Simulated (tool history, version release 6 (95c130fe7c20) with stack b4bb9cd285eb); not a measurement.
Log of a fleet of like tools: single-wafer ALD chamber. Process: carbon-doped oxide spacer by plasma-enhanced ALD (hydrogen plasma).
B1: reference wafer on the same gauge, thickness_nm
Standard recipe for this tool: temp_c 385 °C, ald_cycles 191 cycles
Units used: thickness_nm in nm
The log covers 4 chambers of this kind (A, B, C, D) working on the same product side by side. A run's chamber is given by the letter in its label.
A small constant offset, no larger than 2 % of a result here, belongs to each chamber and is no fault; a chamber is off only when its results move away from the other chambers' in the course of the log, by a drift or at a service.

run 1D hour=5.8 | temp_c=385 ald_cycles=191 | B1=11.281 | thickness_nm=9.4209
run 2A hour=11.4 | temp_c=385 ald_cycles=191 | B1=11.282 | thickness_nm=9.5061
run 3C hour=17.6 | temp_c=385 ald_cycles=191 | B1=11.279 | thickness_nm=9.5117
run 4B hour=22.8 | temp_c=385 ald_cycles=191 | B1=11.274 | thickness_nm=9.5289
run 5A hour=28.1 | temp_c=385 ald_cycles=191 | B1=11.287 | thickness_nm=9.5624
run 6C hour=34.5 | temp_c=393 ald_cycles=208 | B1=11.280 | thickness_nm=10.4070
run 7D hour=41.0 | temp_c=393 ald_cycles=208 | B1=11.280 | thickness_nm=10.2330
run 8B hour=44.0 | temp_c=393 ald_cycles=208 | B1=11.284 | thickness_nm=10.3210
run 9A hour=49.9 | temp_c=393 ald_cycles=208 | B1=11.285 | thickness_nm=10.4100
run 10D hour=56.5 | temp_c=385 ald_cycles=191 | B1=11.277 | thickness_nm=9.4140
run 11C hour=62.0 | temp_c=385 ald_cycles=191 | B1=11.281 | thickness_nm=9.5217
run 12B hour=65.3 | temp_c=399 ald_cycles=211 | B1=11.274 | thickness_nm=10.4820
run 13A hour=71.0 | temp_c=399 ald_cycles=211 | B1=11.273 | thickness_nm=10.5330
run 14B hour=76.1 | temp_c=399 ald_cycles=211 | B1=11.281 | thickness_nm=10.5430
run 15D hour=82.3 | temp_c=399 ald_cycles=211 | B1=11.284 | thickness_nm=10.3860
run 16C hour=86.0 | temp_c=385 ald_cycles=191 | B1=11.289 | thickness_nm=9.5568
run 17D hour=92.0 | temp_c=385 ald_cycles=191 | B1=11.281 | thickness_nm=9.4052
run 18A hour=95.5 | temp_c=385 ald_cycles=203 | B1=11.276 | thickness_nm=10.1330
run 19C hour=102.3 | temp_c=385 ald_cycles=203 | B1=11.280 | thickness_nm=10.1080
run 20B hour=108.7 | temp_c=385 ald_cycles=203 | B1=11.279 | thickness_nm=10.0690
run 21A hour=114.9 | temp_c=385 ald_cycles=203 | B1=11.281 | thickness_nm=10.1480
run 22C hour=120.7 | temp_c=385 ald_cycles=191 | B1=11.279 | thickness_nm=9.5732
run 23B hour=123.9 | temp_c=399 ald_cycles=209 | B1=11.282 | thickness_nm=10.4220
run 24D hour=127.4 | temp_c=399 ald_cycles=209 | B1=11.290 | thickness_nm=10.3270
run 25B hour=131.9 | temp_c=399 ald_cycles=209 | B1=11.282 | thickness_nm=10.3620
run 26A hour=135.1 | temp_c=399 ald_cycles=209 | B1=11.285 | thickness_nm=10.4520
run 27D hour=140.6 | temp_c=385 ald_cycles=191 | B1=11.283 | thickness_nm=9.4027
run 28C hour=146.7 | temp_c=385 ald_cycles=191 | B1=11.283 | thickness_nm=9.5332
run 29A hour=153.2 | temp_c=385 ald_cycles=191 | B1=11.272 | thickness_nm=9.5663
run 30C hour=158.0 | temp_c=385 ald_cycles=191 | B1=11.278 | thickness_nm=9.5470
run 31B hour=164.9 | temp_c=385 ald_cycles=191 | B1=11.283 | thickness_nm=9.5095

Does one chamber stand apart from the rest, does the shared gauge drift, or is all well apart from small per-chamber offsets? Give the chamber and the most likely cause, where there is one.

No chamber stands off beyond its own small offset, and the gauge holds steady.

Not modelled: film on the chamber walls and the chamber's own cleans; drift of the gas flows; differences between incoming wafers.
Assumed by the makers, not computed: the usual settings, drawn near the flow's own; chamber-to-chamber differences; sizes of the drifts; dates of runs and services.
